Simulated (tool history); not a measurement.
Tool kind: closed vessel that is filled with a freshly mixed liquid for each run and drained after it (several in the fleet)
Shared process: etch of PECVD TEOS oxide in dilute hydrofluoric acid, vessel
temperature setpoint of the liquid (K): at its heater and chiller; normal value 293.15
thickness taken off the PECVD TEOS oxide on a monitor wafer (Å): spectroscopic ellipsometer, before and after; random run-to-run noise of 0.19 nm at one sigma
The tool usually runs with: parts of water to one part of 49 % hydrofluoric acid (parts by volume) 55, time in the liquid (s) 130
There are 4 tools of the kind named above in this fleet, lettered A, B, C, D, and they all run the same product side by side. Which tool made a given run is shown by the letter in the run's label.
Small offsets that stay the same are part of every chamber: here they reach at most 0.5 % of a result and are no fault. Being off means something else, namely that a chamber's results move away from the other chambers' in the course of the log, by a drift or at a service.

| run | day | temperature setpoint of the liquid (K) | parts of water to one part of 49 % hydrofluoric acid (parts by volume) | time in the liquid (s) | hours since the thermometer was replaced | hours since the hydrofluoric acid flow meter was replaced | read-back film thickness of the PECVD TEOS oxide reference wafer, read on the same gauge (nm) | thickness taken off the PECVD TEOS oxide on a monitor wafer (Å) |
|---|---|---|---|---|---|---|---|---|
| 1D | 0.279 | 293.15 | 55 | 130 | 1556.7 | 389.9 | 90.000 | 262.35 |
| 2B | 0.512 | 293.15 | 55 | 130 | 131.7 | 487.3 | 89.976 | 261.78 |
| 3C | 0.804 | 293.15 | 55 | 130 | 761.2 | 1365.4 | 89.951 | 260.64 |
| 4A | 1.054 | 293.15 | 55 | 130 | 1628.2 | 607.2 | 90.014 | 259.37 |
| 5B | 1.350 | 293.15 | 55 | 130 | 151.8 | 507.4 | 89.991 | 259.79 |
| 6A | 1.679 | 293.15 | 55 | 130 | 1643.2 | 622.2 | 89.994 | 260.87 |
| 7C | 1.962 | 293.15 | 55 | 130 | 789.0 | 1393.2 | 90.007 | 262.14 |
| 8D | 2.300 | 293.15 | 55 | 70 | 1605.2 | 438.4 | 90.026 | 140.62 |
|  | 2.304 | chamber A: hydrofluoric acid flow meter replaced |
| 9D | 2.700 | 293.15 | 55 | 70 | 1614.8 | 448.0 | 89.988 | 140.97 |
| 10C | 3.158 | 293.15 | 55 | 70 | 817.7 | 1421.9 | 90.052 | 140.27 |
|  | 3.317 | chamber B: hydrofluoric acid flow meter replaced |
| 11A | 3.608 | 293.15 | 55 | 70 | 1689.5 | 31.3 | 89.984 | 140.58 |
| 12B | 3.829 | 293.15 | 55 | 130 | 211.3 | 12.4 | 90.011 | 256.26 |
| 13B | 4.258 | 293.15 | 55 | 130 | 221.6 | 22.7 | 89.985 | 259.73 |
| 14D | 4.708 | 293.15 | 55 | 130 | 1663.0 | 496.2 | 90.040 | 262.33 |
| 15C | 5.129 | 293.15 | 55 | 130 | 865.0 | 1469.2 | 90.013 | 265.94 |
|  | 5.188 | chamber C: hydrofluoric acid flow meter replaced |
| 16A | 5.392 | 293.15 | 55 | 130 | 1732.3 | 74.1 | 90.018 | 261.02 |
| 17A | 5.679 | 293.15 | 55 | 130 | 1739.2 | 81.0 | 90.071 | 256.34 |
| 18D | 5.979 | 293.15 | 55 | 130 | 1693.5 | 526.7 | 90.038 | 265.47 |
| 19C | 6.371 | 293.15 | 55 | 130 | 894.8 | 28.4 | 90.041 | 256.91 |
| 20B | 6.604 | 293.15 | 55 | 130 | 277.9 | 79.0 | 89.986 | 257.57 |
| 21C | 6.933 | 293.15 | 55 | 130 | 908.3 | 41.9 | 90.023 | 260.40 |
| 22A | 7.338 | 293.15 | 55 | 130 | 1779.0 | 120.8 | 90.017 | 257.06 |
| 23B | 7.754 | 296.15 | 70 | 130 | 305.5 | 106.6 | 89.994 | 227.07 |
| 24D | 8.121 | 296.15 | 70 | 130 | 1744.9 | 578.1 | 89.949 | 238.18 |
| 25D | 8.358 | 296.15 | 70 | 130 | 1750.6 | 583.8 | 90.005 | 239.68 |
| 26B | 8.588 | 296.15 | 70 | 130 | 325.5 | 126.6 | 89.996 | 228.53 |
| 27C | 9.025 | 293.15 | 55 | 130 | 958.5 | 92.1 | 89.994 | 256.87 |
| 28A | 9.275 | 293.15 | 55 | 130 | 1825.5 | 167.3 | 90.014 | 259.14 |
| 29C | 9.546 | 293.15 | 55 | 130 | 971.0 | 104.6 | 90.039 | 261.80 |
| 30A | 9.788 | 293.15 | 55 | 130 | 1837.8 | 179.6 | 89.999 | 259.39 |
| 31D | 10.275 | 293.15 | 55 | 130 | 1796.6 | 629.8 | 89.985 | 277.80 |
| 32B | 10.617 | 293.15 | 55 | 130 | 374.2 | 175.3 | 90.001 | 258.65 |
| 33B | 10.929 | 293.15 | 55 | 130 | 381.7 | 182.8 | 89.997 | 259.66 |
| 34D | 11.258 | 293.15 | 55 | 130 | 1820.2 | 653.4 | 89.980 | 280.75 |
| 35C | 11.504 | 290.15 | 55 | 130 | 1018.0 | 151.6 | 90.047 | 230.65 |
| 36A | 11.971 | 290.15 | 55 | 130 | 1890.2 | 232.0 | 90.006 | 229.30 |
| 37A | 12.446 | 290.15 | 55 | 130 | 1901.6 | 243.4 | 90.030 | 226.04 |
| 38D | 12.921 | 290.15 | 55 | 130 | 1860.1 | 693.3 | 89.993 | 250.82 |
| 39B | 13.204 | 293.15 | 55 | 130 | 436.3 | 237.4 | 89.981 | 258.72 |

The same settings go to every chamber for the next run, one line per chamber below. Forecast the results for each:
| 40A | 13.554 | 293.15 | 55 | 130 |  |  |  | ? |
| 40B | 13.554 | 293.15 | 55 | 130 |  |  |  | ? |
| 40C | 13.554 | 293.15 | 55 | 130 |  |  |  | ? |
| 40D | 13.554 | 293.15 | 55 | 130 |  |  |  | ? |

| run | thickness taken off the PECVD TEOS oxide on a monitor wafer (Å) |
|---|---|
| 40A | 259.21 |
| 40B | 258.25 |
| 40C | 261.20 |
| 40D | 290.02 |
